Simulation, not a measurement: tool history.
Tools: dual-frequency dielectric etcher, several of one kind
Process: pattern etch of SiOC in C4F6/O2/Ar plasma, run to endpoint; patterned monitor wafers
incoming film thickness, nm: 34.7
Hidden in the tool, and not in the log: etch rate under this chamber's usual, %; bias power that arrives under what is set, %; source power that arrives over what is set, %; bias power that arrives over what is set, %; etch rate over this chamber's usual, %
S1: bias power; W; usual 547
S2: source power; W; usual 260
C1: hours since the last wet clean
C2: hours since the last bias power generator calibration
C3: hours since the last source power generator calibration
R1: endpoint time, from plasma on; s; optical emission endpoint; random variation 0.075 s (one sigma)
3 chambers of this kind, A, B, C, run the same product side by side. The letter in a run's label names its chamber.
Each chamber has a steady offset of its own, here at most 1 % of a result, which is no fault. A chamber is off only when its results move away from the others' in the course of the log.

Run 1A, day 0.321: usual settings; C1 112; C2 2341; C3 3046. Result: R1 13.383 s.
Run 2B, day 0.629: usual settings; C1 222.2; C2 1979.7; C3 1862.2. Result: R1 13.275 s.
Run 3C, day 0.954: usual settings; C1 348.1; C2 1183.3; C3 2159.6. Result: R1 13.138 s.
Run 4B, day 1.571: usual settings; C1 244.8; C2 2002.3; C3 1884.8. Result: R1 13.263 s.
At day 1.975: chamber C: wet clean of the chamber.
Run 5C, day 2.025: usual settings but S1 612 W; C1 1.2; C2 1209; C3 2185.3. Result: R1 12.615 s.
Run 6A, day 2.55: usual settings but S1 612 W; C1 165.5; C2 2394.5; C3 3099.5. Result: R1 12.758 s.
Run 7A, day 3.196: usual settings but S1 612 W; C1 181; C2 2410; C3 3115. Result: R1 12.77 s.
Run 8B, day 3.771: usual settings; C1 297.6; C2 2055.1; C3 1937.6. Result: R1 13.474 s.
Run 9C, day 4.379: usual settings but S1 659 W; C1 57.7; C2 1265.5; C3 2241.8. Result: R1 12.234 s.
Run 10C, day 4.762: usual settings but S1 659 W; C1 66.9; C2 1274.7; C3 2251. Result: R1 12.168 s.
Run 11A, day 5.425: usual settings but S1 659 W; C1 234.5; C2 2463.5; C3 3168.5. Result: R1 12.424 s.
Run 12B, day 6.104: usual settings; C1 353.6; C2 2111.1; C3 1993.6. Result: R1 13.458 s.
Run 13B, day 6.558: usual settings; C1 364.5; C2 2122; C3 2004.5. Result: R1 13.326 s.
Run 14A, day 6.925: usual settings; C1 270.5; C2 2499.5; C3 3204.5. Result: R1 13.378 s.
Run 15C, day 7.596: usual settings; C1 134.9; C2 1342.7; C3 2319. Result: R1 13.017 s.
Run 16C, day 7.912: usual settings but S1 469 W; C1 142.5; C2 1350.3; C3 2326.6. Result: R1 13.961 s.
Run 17B, day 8.525: usual settings but S1 469 W; C1 411.7; C2 2169.2; C3 2051.7. Result: R1 14.173 s.
Run 18A, day 9.038: usual settings but S1 469 W; C1 321.2; C2 2550.2; C3 3255.2. Result: R1 14.223 s.
Run 19B, day 9.354: usual settings but S2 220 W; C1 431.6; C2 2189.1; C3 2071.6. Result: R1 14.086 s.
Run 20C, day 9.883: usual settings but S2 220 W; C1 189.8; C2 1397.6; C3 2373.9. Result: R1 13.986 s.
Run 21A, day 10.496: usual settings but S2 220 W; C1 356.2; C2 2585.2; C3 3290.2. Result: R1 14.403 s.
Run 22A, day 10.9: usual settings; C1 365.9; C2 2594.9; C3 3299.9. Result: R1 13.499 s.
Run 23B, day 11.292: usual settings; C1 478.1; C2 2235.6; C3 2118.1. Result: R1 13.285 s.
Run 24C, day 11.608: usual settings; C1 231.2; C2 1439; C3 2415.3. Result: R1 13.018 s.
Run 25C, day 12.033: usual settings; C1 241.4; C2 1449.2; C3 2425.5. Result: R1 13.09 s.
Run 26B, day 12.438: usual settings; C1 505.6; C2 2263.1; C3 2145.6. Result: R1 13.237 s.
Run 27A, day 12.758: usual settings; C1 410.5; C2 2639.5; C3 3344.5. Result: R1 13.645 s.
Run 28C, day 13.146: usual settings; C1 268.1; C2 1475.9; C3 2452.2. Result: R1 13.139 s.
Run 29B, day 13.721: usual settings; C1 536.4; C2 2293.9; C3 2176.4. Result: R1 13.369 s.
At day 13.779: chamber B: wet clean of the chamber.
Run 30A, day 14.138: usual settings; C1 443.6; C2 2672.6; C3 3377.6. Result: R1 13.562 s.
Run 31A, day 14.479: usual settings; C1 451.8; C2 2680.8; C3 3385.8. Result: R1 13.676 s.
Run 32B, day 15.083: usual settings; C1 31.4; C2 2326.6; C3 2209.1. Result: R1 13.229 s.
Run 33C, day 15.733: usual settings; C1 330.2; C2 1538; C3 2514.3. Result: R1 13.223 s.
Run 34A, day 16.125: usual settings; C1 491.3; C2 2720.3; C3 3425.3. Result: R1 13.761 s.
Run 35B, day 16.429: usual settings; C1 63.7; C2 2358.9; C3 2241.4. Result: R1 13.247 s.
Run 36C, day 16.833: usual settings; C1 356.6; C2 1564.4; C3 2540.7. Result: R1 13.144 s.
Run 37C, day 17.388: usual settings; C1 369.9; C2 1577.7; C3 2554. Result: R1 13.091 s.

Next, every chamber runs the same settings. What will each give?
Run 38A, day 17.875: usual settings. Result: R1 ?.
Run 38B, day 17.875: usual settings. Result: R1 ?.
Run 38C, day 17.875: usual settings. Result: R1 ?.

run      R1
38A  13.752
38B  13.261
38C  13.098
